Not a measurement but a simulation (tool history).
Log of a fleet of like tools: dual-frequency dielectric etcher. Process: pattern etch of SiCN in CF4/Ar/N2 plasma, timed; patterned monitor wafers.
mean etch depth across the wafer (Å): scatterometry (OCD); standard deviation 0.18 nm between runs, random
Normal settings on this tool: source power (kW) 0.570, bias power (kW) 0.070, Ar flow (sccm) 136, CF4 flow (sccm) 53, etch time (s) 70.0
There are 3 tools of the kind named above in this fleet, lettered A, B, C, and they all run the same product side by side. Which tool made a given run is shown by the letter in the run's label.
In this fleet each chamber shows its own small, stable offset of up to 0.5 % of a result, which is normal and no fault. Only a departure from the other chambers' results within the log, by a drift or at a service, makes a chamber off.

run,day,source power (kW),bias power (kW),Ar flow (sccm),CF4 flow (sccm),etch time (s),hours since the last wet clean,hours since the last source power generator calibration,hours since the last bias power generator calibration,hours since the last Ar flow controller change,hours since the last CF4 flow controller change,"read-back reference wafer on the same gauge, depth_nm",mean etch depth across the wafer (Å)
1A,0.171,0.570,0.070,136,53,70.0,287.4,1207.4,3062.0,1613.7,1522.3,76.561,662.76
2C,0.325,0.570,0.070,136,53,70.0,462.9,839.8,495.5,243.0,3188.4,76.433,662.52
3B,0.471,0.570,0.070,136,53,70.0,236.9,3215.7,527.0,2371.3,74.0,76.554,666.40
# day 0.496: chamber C: wet clean of the chamber
4C,0.692,0.570,0.070,136,53,70.0,4.8,848.6,504.3,251.8,3197.2,76.459,667.33
5A,0.921,0.570,0.070,136,53,70.0,305.4,1225.4,3080.0,1631.7,1540.3,76.516,665.81
6B,1.175,0.570,0.082,136,41,70.0,253.8,3232.6,543.9,2388.2,90.9,76.451,676.68
7B,1.404,0.570,0.082,136,41,70.0,259.3,3238.1,549.4,2393.7,96.4,76.483,680.88
8C,1.679,0.570,0.082,136,41,70.0,28.5,872.3,528.0,275.5,3220.9,76.452,677.49
9A,1.975,0.570,0.070,136,53,70.0,330.7,1250.7,3105.3,1657.0,1565.6,76.485,667.03
10A,2.150,0.570,0.070,136,53,70.0,334.9,1254.9,3109.5,1661.2,1569.8,76.537,668.99
11C,2.304,0.570,0.070,136,53,70.0,43.5,887.3,543.0,290.5,3235.9,76.482,663.21
12B,2.533,0.570,0.070,136,53,70.0,286.4,3265.2,576.5,2420.8,123.5,76.475,667.11
13B,2.783,0.570,0.070,136,53,70.0,292.4,3271.2,582.5,2426.8,129.5,76.502,665.51
14C,3.071,0.570,0.070,136,53,70.0,61.9,905.7,561.4,308.9,3254.3,76.481,664.37
15A,3.304,0.570,0.052,136,53,70.0,362.6,1282.6,3137.2,1688.9,1597.5,76.534,596.23
16C,3.467,0.570,0.052,136,53,70.0,71.4,915.2,570.9,318.4,3263.8,76.527,599.62
17B,3.646,0.570,0.052,136,53,70.0,313.1,3291.9,603.2,2447.5,150.2,76.552,600.41
18A,3.808,0.570,0.070,136,53,70.0,374.7,1294.7,3149.3,1701.0,1609.6,76.507,665.56
19B,4.042,0.570,0.070,136,53,70.0,322.6,3301.4,612.7,2457.0,159.7,76.486,670.38
20C,4.333,0.570,0.070,136,53,70.0,92.2,936.0,591.7,339.2,3284.6,76.536,667.11
# day 4.525: chamber A: wet clean of the chamber
21A,4.604,0.570,0.070,136,53,70.0,1.9,1313.8,3168.4,1720.1,1628.7,76.484,644.52
22C,4.771,0.570,0.070,136,53,70.0,102.7,946.5,602.2,349.7,3295.1,76.500,661.98
23A,5.058,0.570,0.070,136,53,70.0,12.8,1324.7,3179.3,1731.0,1639.6,76.504,642.86
24B,5.329,0.570,0.070,136,53,70.0,353.5,3332.3,643.6,2487.9,190.6,76.504,667.49
25B,5.588,0.570,0.070,136,53,70.0,359.7,3338.5,649.8,2494.1,196.8,76.533,667.09
26C,5.833,0.690,0.070,136,53,70.0,128.2,972.0,627.7,375.2,3320.6,76.503,782.06
27A,6.062,0.690,0.070,136,53,70.0,36.9,1348.8,3203.4,1755.1,1663.7,76.460,759.75
28A,6.275,0.690,0.070,136,53,70.0,42.0,1353.9,3208.5,1760.2,1668.8,76.473,761.10
29C,6.521,0.570,0.070,136,53,70.0,144.7,988.5,644.2,391.7,3337.1,76.467,667.74
30B,6.700,0.570,0.070,136,53,70.0,386.4,3365.2,676.5,2520.8,223.5,76.525,669.11
# day 6.804: chamber C: CF4 flow controller replaced
31C,6.838,0.570,0.070,136,53,70.0,152.3,996.1,651.8,399.3,0.8,76.514,666.82
32B,7.046,0.570,0.070,136,53,70.0,394.7,3373.5,684.8,2529.1,231.8,76.457,668.54
33A,7.229,0.570,0.070,136,53,70.0,64.9,1376.8,3231.4,1783.1,1691.7,76.567,643.98
34A,7.483,0.570,0.070,136,53,70.0,71.0,1382.9,3237.5,1789.2,1697.8,76.496,640.16
35B,7.704,0.620,0.070,136,53,88.5,410.5,3389.3,700.6,2544.9,247.6,76.449,907.59
36C,7.908,0.620,0.070,136,53,88.5,178.0,1021.8,677.5,425.0,26.5,76.471,905.04
37A,8.175,0.620,0.070,136,53,88.5,87.6,1399.5,3254.1,1805.8,1714.4,76.542,878.24
38B,8.450,0.570,0.070,136,53,70.0,428.4,3407.2,718.5,2562.8,265.5,76.445,669.52
39C,8.712,0.570,0.070,136,53,70.0,197.3,1041.1,696.8,444.3,45.8,76.506,663.98
40A,8.996,0.570,0.070,136,53,70.0,107.3,1419.2,3273.8,1825.5,1734.1,76.491,645.07
41B,9.138,0.570,0.070,136,53,70.0,444.9,3423.7,735.0,2579.3,282.0,76.522,670.21

Decide between three cases: one chamber stands off from its peers, the gauge reading all wafers drifts, or nothing is wrong past each chamber's small offset. Where a chamber is off, say which and what most likely put it there.

A service on chamber A put it out of line with the rest.
Cause: etch rate under this chamber's usual, % = 3.35.

Which of the 4 candidates below, each the usual settings with something changed and its results left as question marks, puts chamber A back in line with what the other chambers give on the usual settings?
Allowed miss from the other chambers' usual-settings mean, per result, to count as in line: mean etch depth across the wafer (Å) 6.30
42A-1,9.354,0.570,0.070,136,53,71.0,,,,,,,?
42A-2,9.354,0.550,0.070,137,53,70.0,,,,,,,?
42A-3,9.354,0.580,0.070,136,53,71.5,,,,,,,?
42A-4,9.354,0.560,0.070,136,53,70.0,,,,,,,?

On the usual settings, the other chambers give on average: mean etch depth across the wafer (Å) 667.11
run,mean etch depth across the wafer (Å)
42A-1,652.76
42A-2,622.99
42A-3,667.43
42A-4,633.68
42A-3 is the one that brings the chamber's results back in line with the other chambers.
